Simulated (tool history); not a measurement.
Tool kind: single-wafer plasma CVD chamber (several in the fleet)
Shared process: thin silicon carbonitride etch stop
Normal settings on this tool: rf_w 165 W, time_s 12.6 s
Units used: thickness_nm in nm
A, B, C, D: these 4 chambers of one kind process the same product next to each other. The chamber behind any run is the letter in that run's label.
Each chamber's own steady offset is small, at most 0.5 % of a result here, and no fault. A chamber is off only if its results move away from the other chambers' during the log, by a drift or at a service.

| run | hour | rf_w | time_s | read-back reference wafer on the same gauge, thickness_nm | thickness_nm |
|---|---|---|---|---|---|
| 1C | 8.3 | 165 | 12.6 | 5.9603 | 6.7814 |
| 2B | 13.8 | 165 | 12.6 | 5.9595 | 6.7695 |
| 3A | 17.9 | 165 | 12.6 | 5.9572 | 6.7335 |
| 4D | 23.3 | 165 | 12.6 | 5.9615 | 6.7312 |
| 5B | 31.2 | 165 | 12.6 | 5.9600 | 6.7577 |
| 6D | 35.9 | 165 | 12.6 | 5.9586 | 6.7453 |
| 7A | 43.5 | 165 | 12.6 | 5.9583 | 6.7652 |
| 8C | 50.2 | 165 | 12.6 | 5.9566 | 6.7677 |
| 9D | 54.6 | 165 | 12.6 | 5.9601 | 6.7415 |
| 10A | 59.6 | 165 | 12.6 | 5.9630 | 6.7363 |
| 11C | 67.0 | 165 | 12.6 | 5.9579 | 6.7920 |
| 12B | 72.5 | 165 | 12.6 | 5.9587 | 6.7521 |
| 13D | 76.7 | 145 | 11.2 | 5.9588 | 5.8053 |
| 14C | 84.2 | 145 | 11.2 | 5.9570 | 5.7917 |
| 15A | 90.0 | 145 | 11.2 | 5.9616 | 5.7665 |
| 16B | 97.5 | 145 | 11.2 | 5.9606 | 5.7864 |
| 17A | 104.0 | 165 | 12.6 | 5.9586 | 6.7691 |
| 18D | 112.2 | 165 | 12.6 | 5.9618 | 6.7426 |
| 19B | 116.6 | 165 | 12.6 | 5.9647 | 6.7770 |
| 20C | 121.4 | 165 | 12.6 | 5.9628 | 6.7714 |
| 21C | 127.8 | 165 | 12.6 | 5.9610 | 6.7693 |
| 22A | 133.1 | 165 | 12.6 | 5.9638 | 6.7543 |
| 23D | 139.2 | 165 | 12.6 | 5.9601 | 6.7498 |
| 24B | 143.5 | 165 | 12.6 | 5.9615 | 6.7468 |
| 25B | 149.1 | 165 | 12.6 | 5.9544 | 6.7622 |
| 26D | 154.4 | 165 | 12.6 | 5.9629 | 6.7404 |
| 27A | 158.5 | 165 | 12.6 | 5.9654 | 6.7380 |

What goes on in this fleet: one chamber off, a drifting gauge, or nothing beyond the chambers' own small offsets? Name the chamber and the cause, if any.

No chamber stands off beyond its own small offset, and the gauge holds steady.
